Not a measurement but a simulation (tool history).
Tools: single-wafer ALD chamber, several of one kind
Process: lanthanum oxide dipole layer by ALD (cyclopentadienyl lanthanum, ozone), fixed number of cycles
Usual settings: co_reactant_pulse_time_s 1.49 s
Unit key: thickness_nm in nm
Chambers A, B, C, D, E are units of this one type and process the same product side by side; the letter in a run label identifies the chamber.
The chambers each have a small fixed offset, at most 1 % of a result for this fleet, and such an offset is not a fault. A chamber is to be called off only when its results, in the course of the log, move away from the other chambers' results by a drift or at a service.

run    day  co_reactant_pulse_time_s  read-back reference wafer on the same gauge, thickness_nm  thickness_nm
 1E  0.275                      1.49                                                    0.49514       0.54914
 2B  0.604                      1.49                                                     0.4951       0.55118
 3C    0.8                      1.49                                                    0.49526       0.55399
 4A  1.112                      1.49                                                    0.49533       0.54935
 5D  1.262                      1.49                                                    0.49541       0.55093
     1.421  -- chamber E: ozone generator serviced
 6C  1.525                      1.49                                                    0.49537       0.55396
 7A  1.767                      1.49                                                    0.49561       0.54871
 8D  1.992                      1.49                                                    0.49571       0.55147
 9B  2.233                      1.49                                                    0.49564       0.55186
10E  2.425                      1.21                                                    0.49554       0.52627
11E  2.738                      1.21                                                    0.49575       0.52737
12D  2.908                      1.21                                                    0.49577       0.53077
13C  3.092                      1.21                                                     0.4959        0.5299
14B  3.417                      1.21                                                    0.49602       0.53054
15A   3.65                      1.49                                                    0.49621       0.54858
16B  3.938                      1.49                                                    0.49606       0.55215
17D  4.267                      1.49                                                    0.49614       0.55142
18E  4.454                      1.49                                                    0.49631        0.5517
19A  4.758                      1.49                                                     0.4964       0.54935
20C  5.075                      2.05                                                    0.49649       0.57466
21C  5.225                      2.05                                                    0.49659       0.57469
22A  5.517                      2.05                                                    0.49662       0.56882
23D  5.817                      2.05                                                    0.49669       0.57119
24B  6.042                      2.05                                                    0.49671       0.57263
25E  6.358                      1.49                                                    0.49678       0.55082
26E    6.6                      1.49                                                    0.49688       0.55035
27A  6.871                      1.22                                                    0.49698       0.52985
28C  7.158                      1.22                                                    0.49698       0.53343
     7.238  -- chamber D: thermocouple changed; heater temperature recalibrated
29B   7.35                      1.22                                                    0.49698       0.53316
30D  7.554                      1.22                                                    0.49726       0.53184
31C  7.717                      1.22                                                    0.49713       0.53574
32E  7.879                      1.49                                                     0.4972       0.55027
33A  8.154                      1.49                                                    0.49725       0.55006
34D  8.442                      1.49                                                    0.49741       0.55243
35B  8.638                      1.49                                                     0.4972       0.55389

All chambers now run identical settings, listed one chamber a line with results as question marks. What results will each chamber show?
36A  8.883                      1.49                                                                        ?
36B  8.883                      1.49                                                                        ?
36C  8.883                      1.49                                                                        ?
36D  8.883                      1.49                                                                        ?
36E  8.883                      1.49                                                                        ?

run  thickness_nm
36A       0.55038
36B       0.55292
36C       0.55532
36D       0.55318
36E       0.55129
